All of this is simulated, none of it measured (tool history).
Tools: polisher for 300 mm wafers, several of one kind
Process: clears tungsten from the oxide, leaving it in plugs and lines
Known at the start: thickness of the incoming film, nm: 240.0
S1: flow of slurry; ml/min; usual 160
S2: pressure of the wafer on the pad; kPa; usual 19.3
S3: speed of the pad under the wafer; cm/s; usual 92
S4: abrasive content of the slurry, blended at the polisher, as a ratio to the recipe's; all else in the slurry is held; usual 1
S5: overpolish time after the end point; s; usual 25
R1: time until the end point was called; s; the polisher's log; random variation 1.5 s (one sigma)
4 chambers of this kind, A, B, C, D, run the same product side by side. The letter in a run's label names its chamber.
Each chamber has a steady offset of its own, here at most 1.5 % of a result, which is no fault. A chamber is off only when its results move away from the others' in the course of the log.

-- hour=0.6 chamber D: worn pad replaced by a new one
run 1A hour=4.6 | S1=160 S2=19.3 S3=92 S4=1 S5=25 | R1=79.130
-- hour=5.3 chamber B: slurry blender recalibrated
run 2B hour=7.7 | S1=160 S2=19.3 S3=92 S4=1 S5=25 | R1=77.745
-- hour=12.7 chamber B: worn pad replaced by a new one
run 3D hour=12.8 | S1=160 S2=19.3 S3=92 S4=1 S5=25 | R1=81.967
run 4C hour=18.3 | S1=160 S2=19.3 S3=92 S4=1 S5=25 | R1=79.076
run 5C hour=22.9 | S1=160 S2=19.3 S3=92 S4=1 S5=25 | R1=78.653
-- hour=24.8 chamber B: slurry tank refilled with fresh slurry and peroxide
run 6D hour=27.3 | S1=160 S2=19.3 S3=92 S4=1 S5=25 | R1=78.184
run 7B hour=30.7 | S1=160 S2=19.3 S3=92 S4=1 S5=25 | R1=79.187
run 8A hour=34.0 | S1=160 S2=19.3 S3=92 S4=1 S5=25 | R1=78.446
run 9A hour=40.1 | S1=160 S2=19.3 S3=92 S4=1 S5=25 | R1=78.492
run 10C hour=45.6 | S1=160 S2=19.3 S3=92 S4=1 S5=25 | R1=78.262
-- hour=47.0 chamber A: head pressure recalibrated
-- hour=47.3 chamber D: slurry nozzle cleaned
-- hour=49.6 chamber C: worn pad replaced by a new one
-- hour=49.8 chamber C: head pressure recalibrated
run 11D hour=50.8 | S1=160 S2=22.1 S3=104 S4=1 S5=25 | R1=60.572
run 12B hour=53.8 | S1=160 S2=22.1 S3=104 S4=1 S5=25 | R1=61.637
run 13D hour=57.2 | S1=160 S2=22.1 S3=104 S4=1 S5=25 | R1=59.149
run 14C hour=62.5 | S1=160 S2=22.1 S3=104 S4=1 S5=25 | R1=59.188
run 15A hour=66.1 | S1=160 S2=19.3 S3=92 S4=1 S5=25 | R1=86.402
run 16B hour=70.8 | S1=160 S2=19.3 S3=92 S4=1 S5=25 | R1=79.066
run 17A hour=73.9 | S1=160 S2=19.3 S3=92 S4=1 S5=25 | R1=85.788
run 18D hour=78.4 | S1=160 S2=19.3 S3=92 S4=1 S5=25 | R1=78.843
run 19C hour=82.3 | S1=160 S2=19.3 S3=92 S4=1 S5=25 | R1=77.033
-- hour=86.4 chamber C: slurry tank refilled with fresh slurry and peroxide
run 20B hour=87.8 | S1=160 S2=19.3 S3=92 S4=1 S5=25 | R1=82.438
-- hour=90.6 chamber A: worn pad replaced by a new one
run 21A hour=92.7 | S1=160 S2=19.3 S3=110 S4=1 S5=35 | R1=73.983
run 22B hour=95.5 | S1=160 S2=19.3 S3=110 S4=1 S5=35 | R1=65.094
run 23C hour=101.4 | S1=160 S2=19.3 S3=110 S4=1 S5=35 | R1=66.291
run 24D hour=104.5 | S1=160 S2=19.3 S3=110 S4=1 S5=35 | R1=62.938
-- hour=105.5 chamber D: slurry tank refilled with fresh slurry and peroxide
run 25B hour=108.2 | S1=160 S2=19.3 S3=92 S4=1 S5=25 | R1=78.728
run 26D hour=111.8 | S1=160 S2=19.3 S3=92 S4=1 S5=25 | R1=77.692
run 27C hour=115.3 | S1=160 S2=19.3 S3=92 S4=1 S5=25 | R1=78.207
-- hour=118.6 chamber A: slurry blender recalibrated
run 28A hour=121.3 | S1=160 S2=19.3 S3=92 S4=1 S5=25 | R1=87.064

What goes on in this fleet: one chamber off, a drifting gauge, or nothing beyond the chambers' own small offsets? Name the chamber and the cause, if any.

A service left chamber A off against the others.
Cause: head's pressure below its setpoint, % = 11.

Here are 4 candidates for chamber A's next run, each the usual settings with a change, their results left as question marks. Which one brings its results back in line with what the others give on the usual settings?
In line means no further than this from the other chambers' mean on the usual settings: R1 5.400 s
run 29A-1 hour=125.7 | S1=160 S2=21.4 S3=102 S4=1 S5=25 | R1=?
run 29A-2 hour=125.7 | S1=155 S2=17.2 S3=82 S4=1 S5=25 | R1=?
run 29A-3 hour=125.7 | S1=160 S2=19.3 S3=102 S4=1 S5=25 | R1=?
run 29A-4 hour=125.7 | S1=160 S2=17.2 S3=92 S4=1 S5=25 | R1=?

The other chambers' mean on the usual settings: R1 78.432 s
run=29A-1 R1=70.801
run=29A-2 R1=110.410
run=29A-3 R1=78.501
run=29A-4 R1=97.764
29A-3 brings the chamber back in line.

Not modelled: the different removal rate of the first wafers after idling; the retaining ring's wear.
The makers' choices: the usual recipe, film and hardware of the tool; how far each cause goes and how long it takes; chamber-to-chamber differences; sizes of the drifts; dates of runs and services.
